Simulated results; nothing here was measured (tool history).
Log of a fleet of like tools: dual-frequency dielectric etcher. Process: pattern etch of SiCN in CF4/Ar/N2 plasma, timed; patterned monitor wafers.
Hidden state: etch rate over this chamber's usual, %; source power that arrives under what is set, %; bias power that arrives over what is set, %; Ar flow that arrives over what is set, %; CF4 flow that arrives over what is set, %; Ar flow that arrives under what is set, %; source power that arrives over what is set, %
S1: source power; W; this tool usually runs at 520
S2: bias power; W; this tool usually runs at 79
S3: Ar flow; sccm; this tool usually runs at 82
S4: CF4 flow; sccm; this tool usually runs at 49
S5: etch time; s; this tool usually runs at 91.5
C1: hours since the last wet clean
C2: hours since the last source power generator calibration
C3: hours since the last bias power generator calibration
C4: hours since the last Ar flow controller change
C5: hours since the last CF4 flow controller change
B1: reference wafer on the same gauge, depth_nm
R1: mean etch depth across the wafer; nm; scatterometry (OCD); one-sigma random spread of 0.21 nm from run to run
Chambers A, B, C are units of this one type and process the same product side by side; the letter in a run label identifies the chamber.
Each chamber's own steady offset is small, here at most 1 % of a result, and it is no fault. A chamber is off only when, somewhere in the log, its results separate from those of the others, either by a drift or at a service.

run   hour   S1  S2  S3  S4    S5     C1      C2      C3      C4      C5      B1      R1
 1C    8.2  520  79  82  49  91.5   49.6  1288.6  3144.9  2216.7  3154.3  96.007  89.677
 2B   16.7  520  79  82  49  91.5  178.8  1942.9  2525.4  1396.9   224.3  96.064  90.748
 3A   21.9  520  79  82  49  91.5  325.4  2008.3  2469.1  2284.9  1822.9  95.959  90.944
 4B   29.9  520  79  82  49  91.5  192.0  1956.1  2538.6  1410.1   237.5  95.969  91.127
 5C   36.8  520  79  82  49  91.5   78.2  1317.2  3173.5  2245.3  3182.9  96.015  89.991
 6A   41.3  520  72  82  49  91.5  344.8  2027.7  2488.5  2304.3  1842.3  95.974  87.779
 7B   45.5  520  72  82  49  91.5  207.6  1971.7  2554.2  1425.7   253.1  95.995  87.583
 8A   50.6  520  72  82  49  91.5  354.1  2037.0  2497.8  2313.6  1851.6  96.052  87.912
 9C   56.6  520  79  82  44  91.5   98.0  1337.0  3193.3  2265.1  3202.7  95.956  88.738
10A   64.9  520  79  82  44  91.5  368.4  2051.3  2512.1  2327.9  1865.9  95.960  89.287
      65.3  -- chamber C: bias power generator calibrated
11C   73.3  520  79  82  44  91.5  114.7  1353.7     8.0  2281.8  3219.4  95.960  88.575
12B   82.1  520  62  82  49  91.5  244.2  2008.3  2590.8  1462.3   289.7  95.985  83.453
13C   89.6  520  62  82  49  91.5  131.0  1370.0    24.3  2298.1  3235.7  96.039  82.861
14B   97.9  520  62  82  49  91.5  260.0  2024.1  2606.6  1478.1   305.5  96.013  83.593
15A  102.9  520  79  82  49  91.5  406.4  2089.3  2550.1  2365.9  1903.9  95.977  90.718
16B  108.4  520  79  82  49  91.5  270.5  2034.6  2617.1  1488.6   316.0  96.049  90.618
     112.9  -- chamber B: source power generator calibrated
17A  115.3  520  79  82  49  91.5  418.8  2101.7  2562.5  2378.3  1916.3  95.959  90.576
18C  119.4  520  79  82  49  91.5  160.8  1399.8    54.1  2327.9  3265.5  95.956  90.213
19C  126.8  520  79  82  49  91.5  168.2  1407.2    61.5  2335.3  3272.9  96.022  90.236
20B  135.1  520  79  82  49  91.5  297.2    22.2  2643.8  1515.3   342.7  95.966  88.829
21A  140.9  520  79  82  49  91.5  444.4  2127.3  2588.1  2403.9  1941.9  95.955  90.732
22C  148.0  520  79  82  49  91.5  189.4  1428.4    82.7  2356.5  3294.1  95.982  90.190
23B  152.0  520  79  82  49  91.5  314.1    39.1  2660.7  1532.2   359.6  95.999  88.450
24A  157.7  520  79  82  49  91.5  461.2  2144.1  2604.9  2420.7  1958.7  96.013  90.584
25B  162.0  520  79  82  49  91.5  324.1    49.1  2670.7  1542.2   369.6  96.017  88.599
26A  170.3  520  79  82  49  91.5  473.8  2156.7  2617.5  2433.3  1971.3  95.960  90.776
27C  176.4  520  79  82  49  91.5  217.8  1456.8   111.1  2384.9  3322.5  96.040  90.078
28B  183.5  520  79  82  49  91.5  345.6    70.6  2692.2  1563.7   391.1  95.991  88.426
29C  187.6  520  79  82  49  91.5  229.0  1468.0   122.3  2396.1  3333.7  95.987  89.939
30A  194.9  520  79  82  49  91.5  498.4  2181.3  2642.1  2457.9  1995.9  95.989  90.895
31A  199.1  520  79  82  49  91.5  502.6  2185.5  2646.3  2462.1  2000.1  96.045  90.696

All 3 chambers run these settings next. Forecast each chamber's results:
32A  205.8  520  79  102  49  91.5                           ?
32B  205.8  520  79  102  49  91.5                           ?
32C  205.8  520  79  102  49  91.5                           ?

run      R1
32A  87.664
32B  86.148
32C  87.245

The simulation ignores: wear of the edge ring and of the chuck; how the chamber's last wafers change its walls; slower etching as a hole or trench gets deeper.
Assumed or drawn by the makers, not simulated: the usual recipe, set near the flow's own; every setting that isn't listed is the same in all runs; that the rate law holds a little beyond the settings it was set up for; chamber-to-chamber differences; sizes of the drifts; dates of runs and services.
